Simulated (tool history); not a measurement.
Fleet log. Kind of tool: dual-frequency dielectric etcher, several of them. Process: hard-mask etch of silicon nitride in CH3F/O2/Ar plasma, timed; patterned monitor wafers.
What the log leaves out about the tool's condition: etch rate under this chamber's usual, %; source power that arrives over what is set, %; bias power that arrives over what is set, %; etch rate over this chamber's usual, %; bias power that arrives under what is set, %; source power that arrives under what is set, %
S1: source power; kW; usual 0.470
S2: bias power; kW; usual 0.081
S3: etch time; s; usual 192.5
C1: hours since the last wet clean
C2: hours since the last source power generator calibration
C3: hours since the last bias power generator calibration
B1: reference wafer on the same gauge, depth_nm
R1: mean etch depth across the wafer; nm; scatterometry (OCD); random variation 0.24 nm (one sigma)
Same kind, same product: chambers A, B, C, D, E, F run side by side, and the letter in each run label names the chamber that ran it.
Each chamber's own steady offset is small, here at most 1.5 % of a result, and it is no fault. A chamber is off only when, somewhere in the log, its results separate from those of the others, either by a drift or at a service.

| run | day | S1 | S2 | S3 | C1 | C2 | C3 | B1 | R1 |
|---|---|---|---|---|---|---|---|---|---|
| 1B | 0.158 | 0.470 | 0.081 | 192.5 | 532.4 | 2729.2 | 242.6 | 157.03 | 149.98 |
| 2C | 0.471 | 0.470 | 0.081 | 192.5 | 231.9 | 1627.6 | 4654.8 | 157.04 | 147.88 |
| 3D | 0.654 | 0.470 | 0.081 | 192.5 | 140.1 | 1810.0 | 2974.5 | 157.08 | 147.84 |
| 4A | 0.879 | 0.470 | 0.081 | 192.5 | 136.5 | 1871.1 | 1592.3 | 157.06 | 148.95 |
| 5F | 1.071 | 0.380 | 0.081 | 162.5 | 238.7 | 569.5 | 2215.1 | 157.11 | 116.73 |
| 6E | 1.312 | 0.380 | 0.081 | 162.5 | 611.3 | 141.1 | 3432.7 | 157.11 | 115.91 |
|  | 1.462 | chamber E: wet clean of the chamber |
| 7A | 1.512 | 0.380 | 0.081 | 162.5 | 151.7 | 1886.3 | 1607.5 | 157.18 | 116.36 |
| 8F | 1.792 | 0.380 | 0.081 | 162.5 | 256.0 | 586.8 | 2232.4 | 157.18 | 116.93 |
|  | 2.088 | chamber B: wet clean of the chamber |
| 9E | 2.121 | 0.380 | 0.081 | 162.5 | 15.9 | 160.5 | 3452.1 | 157.27 | 115.92 |
| 10C | 2.358 | 0.380 | 0.081 | 162.5 | 277.2 | 1672.9 | 4700.1 | 157.28 | 115.19 |
| 11D | 2.558 | 0.470 | 0.070 | 192.5 | 185.8 | 1855.7 | 3020.2 | 157.26 | 140.48 |
| 12B | 2.738 | 0.470 | 0.070 | 192.5 | 15.6 | 2791.1 | 304.5 | 157.36 | 142.65 |
| 13C | 2.938 | 0.470 | 0.070 | 192.5 | 291.1 | 1686.8 | 4714.0 | 157.37 | 141.07 |
| 14E | 3.104 | 0.470 | 0.070 | 192.5 | 39.5 | 184.1 | 3475.7 | 157.37 | 141.93 |
| 15D | 3.338 | 0.470 | 0.070 | 192.5 | 204.5 | 1874.4 | 3038.9 | 157.42 | 140.36 |
| 16F | 3.604 | 0.470 | 0.070 | 192.5 | 299.5 | 630.3 | 2275.9 | 157.43 | 142.98 |
| 17A | 3.900 | 0.470 | 0.081 | 192.5 | 209.0 | 1943.6 | 1664.8 | 157.40 | 149.07 |
| 18B | 4.233 | 0.470 | 0.081 | 192.5 | 51.5 | 2827.0 | 340.4 | 157.47 | 149.80 |
| 19C | 4.517 | 0.420 | 0.081 | 192.5 | 329.0 | 1724.7 | 4751.9 | 157.61 | 141.83 |
| 20E | 4.800 | 0.420 | 0.081 | 192.5 | 80.2 | 224.8 | 3516.4 | 157.56 | 143.21 |
| 21A | 5.004 | 0.420 | 0.081 | 192.5 | 235.5 | 1970.1 | 1691.3 | 157.59 | 143.66 |
| 22B | 5.192 | 0.420 | 0.081 | 192.5 | 74.5 | 2850.0 | 363.4 | 157.63 | 143.89 |
| 23F | 5.492 | 0.420 | 0.081 | 192.5 | 344.8 | 675.6 | 2321.2 | 157.64 | 143.83 |
| 24D | 5.792 | 0.420 | 0.081 | 192.5 | 263.4 | 1933.3 | 3097.8 | 157.68 | 141.84 |
| 25F | 5.950 | 0.470 | 0.081 | 192.5 | 355.8 | 686.6 | 2332.2 | 157.63 | 150.53 |
|  | 6.050 | chamber C: wet clean of the chamber |
| 26B | 6.112 | 0.470 | 0.081 | 192.5 | 96.6 | 2872.1 | 385.5 | 157.73 | 150.65 |
| 27A | 6.446 | 0.470 | 0.081 | 192.5 | 270.1 | 2004.7 | 1725.9 | 157.73 | 149.24 |
| 28C | 6.604 | 0.470 | 0.081 | 192.5 | 13.3 | 1774.8 | 4802.0 | 157.76 | 148.50 |
| 29E | 6.917 | 0.470 | 0.081 | 192.5 | 131.0 | 275.6 | 3567.2 | 157.83 | 149.69 |
| 30D | 7.112 | 0.470 | 0.081 | 192.5 | 295.1 | 1965.0 | 3129.5 | 157.83 | 148.25 |
| 31D | 7.362 | 0.380 | 0.081 | 239.0 | 301.1 | 1971.0 | 3135.5 | 157.91 | 169.63 |
| 32B | 7.671 | 0.380 | 0.081 | 239.0 | 134.0 | 2909.5 | 422.9 | 157.92 | 172.55 |
| 33F | 7.921 | 0.380 | 0.081 | 239.0 | 403.1 | 733.9 | 2379.5 | 157.92 | 172.00 |
| 34E | 8.254 | 0.380 | 0.081 | 239.0 | 163.1 | 307.7 | 3599.3 | 157.96 | 171.43 |
| 35A | 8.500 | 0.380 | 0.081 | 239.0 | 319.4 | 2054.0 | 1775.2 | 157.98 | 171.41 |
| 36C | 8.654 | 0.380 | 0.081 | 239.0 | 62.5 | 1824.0 | 4851.2 | 158.03 | 170.66 |
| 37F | 8.842 | 0.470 | 0.081 | 192.5 | 425.2 | 756.0 | 2401.6 | 158.03 | 151.03 |

Next, all 6 chambers run the settings below, one line each with question marks for the results. What does each chamber give?
| 38A | 9.096 | 0.470 | 0.081 | 192.5 |  |  |  |  | ? |
| 38B | 9.096 | 0.470 | 0.081 | 192.5 |  |  |  |  | ? |
| 38C | 9.096 | 0.470 | 0.081 | 192.5 |  |  |  |  | ? |
| 38D | 9.096 | 0.470 | 0.081 | 192.5 |  |  |  |  | ? |
| 38E | 9.096 | 0.470 | 0.081 | 192.5 |  |  |  |  | ? |
| 38F | 9.096 | 0.470 | 0.081 | 192.5 |  |  |  |  | ? |

| run | R1 |
|---|---|
| 38A | 149.40 |
| 38B | 150.79 |
| 38C | 148.87 |
| 38D | 148.45 |
| 38E | 150.08 |
| 38F | 150.51 |
